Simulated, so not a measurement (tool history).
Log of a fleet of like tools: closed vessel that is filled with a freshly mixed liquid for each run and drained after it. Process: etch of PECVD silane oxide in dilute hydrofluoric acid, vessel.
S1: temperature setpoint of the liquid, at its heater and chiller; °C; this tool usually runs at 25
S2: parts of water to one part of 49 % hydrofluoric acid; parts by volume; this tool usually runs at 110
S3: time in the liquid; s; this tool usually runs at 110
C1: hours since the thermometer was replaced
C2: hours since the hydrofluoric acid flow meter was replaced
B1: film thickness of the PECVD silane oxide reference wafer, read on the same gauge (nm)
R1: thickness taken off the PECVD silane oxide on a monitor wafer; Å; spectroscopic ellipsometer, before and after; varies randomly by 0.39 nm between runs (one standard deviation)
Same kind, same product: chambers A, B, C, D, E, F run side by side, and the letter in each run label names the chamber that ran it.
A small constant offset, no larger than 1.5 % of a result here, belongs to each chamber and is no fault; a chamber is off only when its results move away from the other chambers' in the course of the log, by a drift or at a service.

Run 1F, hour 4.4: usual settings; C1 531.3; C2 599.9; B1 59.986. Result: R1 515.93 Å.
Run 2E, hour 10.5: usual settings; C1 954.4; C2 943.3; B1 59.95. Result: R1 505.83 Å.
Run 3A, hour 19.4: usual settings; C1 550.3; C2 849.2; B1 59.994. Result: R1 512.75 Å.
Run 4C, hour 27.1: usual settings; C1 1828.7; C2 696.6; B1 59.965. Result: R1 506.7 Å.
Run 5B, hour 35.6: usual settings; C1 433.4; C2 1274; B1 60.036. Result: R1 509.4 Å.
Run 6D, hour 42.6: usual settings; C1 329; C2 156.2; B1 60.015. Result: R1 518.61 Å.
Run 7F, hour 46.9: usual settings but S1 21 °C, S3 60 s; C1 573.8; C2 642.4; B1 60.011. Result: R1 241.81 Å.
At hour 48.3: chamber E: thermometer replaced.
Run 8B, hour 52.8: usual settings but S1 21 °C, S3 60 s; C1 450.6; C2 1291.2; B1 60.013. Result: R1 236.04 Å.
Run 9E, hour 58.1: usual settings but S1 21 °C, S3 60 s; C1 9.9; C2 990.9; B1 60.026. Result: R1 236.29 Å.
Run 10C, hour 65.1: usual settings but S1 21 °C, S3 60 s; C1 1866.7; C2 734.6; B1 60. Result: R1 236.85 Å.
Run 11A, hour 69.4: usual settings but S1 21 °C, S3 60 s; C1 600.3; C2 899.2; B1 59.998. Result: R1 239.67 Å.
Run 12D, hour 75.9: usual settings but S1 21 °C, S3 60 s; C1 362.3; C2 189.5; B1 59.986. Result: R1 236.67 Å.
Run 13F, hour 83.6: usual settings; C1 610.5; C2 679.1; B1 59.978. Result: R1 522.65 Å.
Run 14C, hour 89.4: usual settings; C1 1891; C2 758.9; B1 60.002. Result: R1 517.9 Å.
Run 15A, hour 97.6: usual settings; C1 628.5; C2 927.4; B1 60.013. Result: R1 520.88 Å.
Run 16D, hour 105.8: usual settings; C1 392.2; C2 219.4; B1 60. Result: R1 505.18 Å.
Run 17B, hour 112.7: usual settings; C1 510.5; C2 1351.1; B1 59.979. Result: R1 519.96 Å.
Run 18E, hour 120.4: usual settings; C1 72.2; C2 1053.2; B1 59.994. Result: R1 520.47 Å.
At hour 125: chamber F: thermometer replaced.
Run 19A, hour 128.1: usual settings; C1 659; C2 957.9; B1 59.968. Result: R1 525.36 Å.
Run 20D, hour 137: usual settings but S1 29.5 °C, S2 155 parts by volume; C1 423.4; C2 250.6; B1 60.005. Result: R1 399.85 Å.
Run 21B, hour 143.6: usual settings but S1 29.5 °C, S2 155 parts by volume; C1 541.4; C2 1382; B1 59.967. Result: R1 412.12 Å.
Run 22F, hour 150.3: usual settings but S1 29.5 °C, S2 155 parts by volume; C1 25.4; C2 745.8; B1 60.009. Result: R1 413.64 Å.
Run 23C, hour 155.2: usual settings but S1 29.5 °C, S2 155 parts by volume; C1 1956.8; C2 824.7; B1 59.997. Result: R1 404.24 Å.
Run 24E, hour 163.1: usual settings but S1 29.5 °C, S2 155 parts by volume; C1 114.9; C2 1095.9; B1 59.978. Result: R1 408.48 Å.
Run 25A, hour 168.6: usual settings but S1 29.5 °C, S2 155 parts by volume; C1 699.5; C2 998.4; B1 60.005. Result: R1 415.01 Å.
Run 26F, hour 173.7: usual settings; C1 48.8; C2 769.2; B1 59.989. Result: R1 519.42 Å.
Run 27E, hour 179: usual settings; C1 130.8; C2 1111.8; B1 60. Result: R1 509.79 Å.
Run 28D, hour 183.4: usual settings; C1 469.8; C2 297; B1 60.004. Result: R1 492.35 Å.
Run 29C, hour 190.3: usual settings; C1 1991.9; C2 859.8; B1 60.007. Result: R1 500.97 Å.
Run 30B, hour 198.5: usual settings but S1 22.5 °C, S2 90 parts by volume; C1 596.3; C2 1436.9; B1 60.004. Result: R1 581.73 Å.
Run 31B, hour 205.9: usual settings but S1 22.5 °C, S2 90 parts by volume; C1 603.7; C2 1444.3; B1 59.972. Result: R1 583.43 Å.
Run 32A, hour 214.1: usual settings but S1 22.5 °C, S2 90 parts by volume; C1 745; C2 1043.9; B1 59.973. Result: R1 601.07 Å.
Run 33E, hour 219.4: usual settings but S1 22.5 °C, S2 90 parts by volume; C1 171.2; C2 1152.2; B1 60.015. Result: R1 572.24 Å.
Run 34C, hour 224.9: usual settings but S1 22.5 °C, S2 90 parts by volume; C1 2026.5; C2 894.4; B1 60.006. Result: R1 567.66 Å.
Run 35D, hour 232.3: usual settings but S1 22.5 °C, S2 90 parts by volume; C1 518.7; C2 345.9; B1 60.043. Result: R1 557.89 Å.
Run 36F, hour 237.9: usual settings; C1 113; C2 833.4; B1 60.013. Result: R1 521.57 Å.
Run 37F, hour 245.2: usual settings; C1 120.3; C2 840.7; B1 59.987. Result: R1 511.66 Å.
Run 38A, hour 252.3: usual settings but S2 80 parts by volume, S3 65 s; C1 783.2; C2 1082.1; B1 59.994. Result: R1 436.46 Å.
Run 39D, hour 259.8: usual settings but S2 80 parts by volume, S3 65 s; C1 546.2; C2 373.4; B1 60.022. Result: R1 410.97 Å.
Run 40B, hour 269: usual settings but S2 80 parts by volume, S3 65 s; C1 666.8; C2 1507.4; B1 59.992. Result: R1 434.31 Å.

Which is it: a chamber that has drifted or been left off by a service, a gauge drift common to all chambers, or only each chamber's usual small offset? If a chamber is off, name it and its likeliest cause.

Chamber D drifts away from the others.
Cause: liquid colder than its thermometer reads (K) = 1.55.
The log might look much the same if the cause were instead: hydrofluoric acid flow below the setpoint (%).

Below are 4 candidate recipes for chamber D's next run, each the usual settings with a change, their results shown as question marks. Which of them brings D's results back in line with what the other chambers give on the usual settings?
Maximum distance from the other chambers' mean on the usual settings for a result to count as in line: R1 14 Å
Run 41D-1, hour 275.8: usual settings but S1 23.5 °C. Result: R1 ?.
Run 41D-2, hour 275.8: usual settings but S1 24.5 °C. Result: R1 ?.
Run 41D-3, hour 275.8: usual settings but S1 25.5 °C. Result: R1 ?.
Run 41D-4, hour 275.8: usual settings but S2 105 parts by volume. Result: R1 ?.

Average result of the remaining chambers running the usual settings: R1 515.96 Å
  run      R1
41D-1  454.78
41D-2  473.48
41D-3  492.57
41D-4  509.32
41D-4 brings the chamber back in line.

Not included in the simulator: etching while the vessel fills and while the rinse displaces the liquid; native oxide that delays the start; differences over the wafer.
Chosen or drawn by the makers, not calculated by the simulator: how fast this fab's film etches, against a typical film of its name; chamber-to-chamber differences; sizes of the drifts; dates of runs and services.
